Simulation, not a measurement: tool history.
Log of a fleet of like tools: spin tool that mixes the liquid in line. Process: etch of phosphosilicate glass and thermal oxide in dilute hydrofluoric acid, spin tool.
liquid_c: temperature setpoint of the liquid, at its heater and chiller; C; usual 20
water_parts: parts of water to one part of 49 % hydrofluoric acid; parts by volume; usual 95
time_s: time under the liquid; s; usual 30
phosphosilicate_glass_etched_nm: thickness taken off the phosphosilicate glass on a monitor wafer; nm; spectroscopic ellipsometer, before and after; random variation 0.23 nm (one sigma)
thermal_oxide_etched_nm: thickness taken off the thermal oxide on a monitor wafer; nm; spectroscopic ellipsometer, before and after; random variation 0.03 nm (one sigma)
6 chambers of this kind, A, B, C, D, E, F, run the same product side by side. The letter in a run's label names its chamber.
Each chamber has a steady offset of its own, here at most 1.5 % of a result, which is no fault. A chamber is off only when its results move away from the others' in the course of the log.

run     day  liquid_c  water_parts  time_s  read-back film thickness of the phosphosilicate glass reference wafer, read on the same gauge (nm)  read-back film thickness of the thermal oxide reference wafer, read on the same gauge (nm)  phosphosilicate_glass_etched_nm  thermal_oxide_etched_nm
 1B     0.3        20           95      30                                                                                              89.997                                                                                      49.969                           54.364                   1.3598
 2F   0.904        20           95      30                                                                                              90.018                                                                                      50.015                            54.09                   1.3409
      1.321  -- chamber B: thermometer replaced
 3A   1.338        20           95      30                                                                                              90.009                                                                                      49.982                           53.792                   1.3129
 4C   1.633        20           95      30                                                                                              89.987                                                                                      50.012                           55.011                   1.3159
 5E   2.021        24           95      40                                                                                              90.004                                                                                      49.997                           83.166                   2.0604
 6D   2.458        24           95      40                                                                                              89.992                                                                                      50.004                           84.945                   2.0543
 7F   2.796        24           95      40                                                                                              89.982                                                                                      49.975                           84.979                   2.0913
 8D   3.254        24           95      40                                                                                              90.004                                                                                      50.009                           84.531                    2.147
 9B   3.842        24           95      40                                                                                              90.006                                                                                      49.995                           84.919                   2.0974
10C   4.333        24           95      40                                                                                              90.022                                                                                      49.987                           85.752                   2.0809
11E   4.758        20          115      15                                                                                               90.02                                                                                      50.022                           21.292                  0.50083
12A     5.3        20          115      15                                                                                              89.981                                                                                      50.004                           21.848                  0.52537
13D   5.708        20          115      15                                                                                              90.016                                                                                      50.026                           21.836                  0.52596
14C   6.042        20          115      15                                                                                              90.017                                                                                      49.977                           22.181                  0.54155
15B   6.396        20          115      15                                                                                              89.976                                                                                       50.03                           22.012                  0.54728
16E   6.858        20          115      15                                                                                              90.014                                                                                      49.973                           21.497                  0.52804
17F   7.175        20           95      30                                                                                              90.006                                                                                      49.997                           53.824                   1.3508
18A   7.525        20           95      30                                                                                               90.01                                                                                      50.008                           53.737                   1.2409
19A   8.092        20           75      30                                                                                              90.019                                                                                      49.968                           69.855                   1.6838
20B   8.571        20           75      30                                                                                              90.027                                                                                      50.002                           69.544                   1.6964
21C   8.975        20           75      30                                                                                              90.009                                                                                      49.989                           70.926                   1.7376
22F   9.467        20           75      30                                                                                              90.013                                                                                      49.989                           70.117                   1.7105
23E   9.925        20           75      30                                                                                              89.998                                                                                      50.028                           69.726                   1.7425
24D  10.292        20           75      30                                                                                              90.008                                                                                      50.006                           70.556                   1.7526
25F  10.812        20           95      30                                                                                              90.014                                                                                      50.015                           54.569                   1.3379
26C  11.271        20           95      30                                                                                                  90                                                                                      49.992                           54.913                   1.2817
27B  11.667        20           95      20                                                                                              89.981                                                                                      50.037                           36.065                  0.90362
28D  12.088        20           95      20                                                                                              89.981                                                                                      50.032                           36.198                  0.86132
29E  12.388        20           95      20                                                                                              90.022                                                                                      50.003                            35.24                  0.87023
30A  12.788        20           95      20                                                                                              90.004                                                                                      50.015                           35.727                  0.88825
31C  13.279        20           95      20                                                                                              89.987                                                                                      50.005                           36.949                  0.88628
32E  13.654        20           95      20                                                                                              90.002                                                                                      49.992                           35.684                  0.84319
33D  13.962        20           95      30                                                                                              90.041                                                                                      50.017                           54.101                   1.3015
34F  14.458        20           95      30                                                                                              89.966                                                                                      50.001                           53.863                   1.3751
35A  15.058        20           95      30                                                                                              89.982                                                                                      49.989                            53.75                   1.3119
36B  15.367        20           95      30                                                                                              89.996                                                                                      50.011                           54.528                   1.3675
37B  15.933        20           95      30                                                                                              89.986                                                                                      50.022                           54.068                   1.3739
38C  16.233        20           95      45                                                                                               90.02                                                                                      50.014                           81.803                   1.9699
39E  16.571        20           95      45                                                                                              90.013                                                                                      50.033                           80.096                   2.0487
40A  17.171        20           95      45                                                                                              89.985                                                                                      50.005                           80.762                   1.8989
41F  17.762        20           95      45                                                                                              90.001                                                                                       49.97                           80.809                   1.9746

All 6 chambers run these settings next. Forecast each chamber's results:
42A  18.225        20           95      30                                                                                                                                                                                                                                ?                        ?
42B  18.225        20           95      30                                                                                                                                                                                                                                ?                        ?
42C  18.225        20           95      30                                                                                                                                                                                                                                ?                        ?
42D  18.225        20           95      30                                                                                                                                                                                                                                ?                        ?
42E  18.225        20           95      30                                                                                                                                                                                                                                ?                        ?
42F  18.225        20           95      30                                                                                                                                                                                                                                ?                        ?

run  phosphosilicate_glass_etched_nm  thermal_oxide_etched_nm
42A                           53.736                   1.3479
42B                           54.345                   1.3021
42C                           54.241                   1.2728
42D                           54.345                   1.3149
42E                             53.1                   1.3648
42F                           54.266                   1.3174
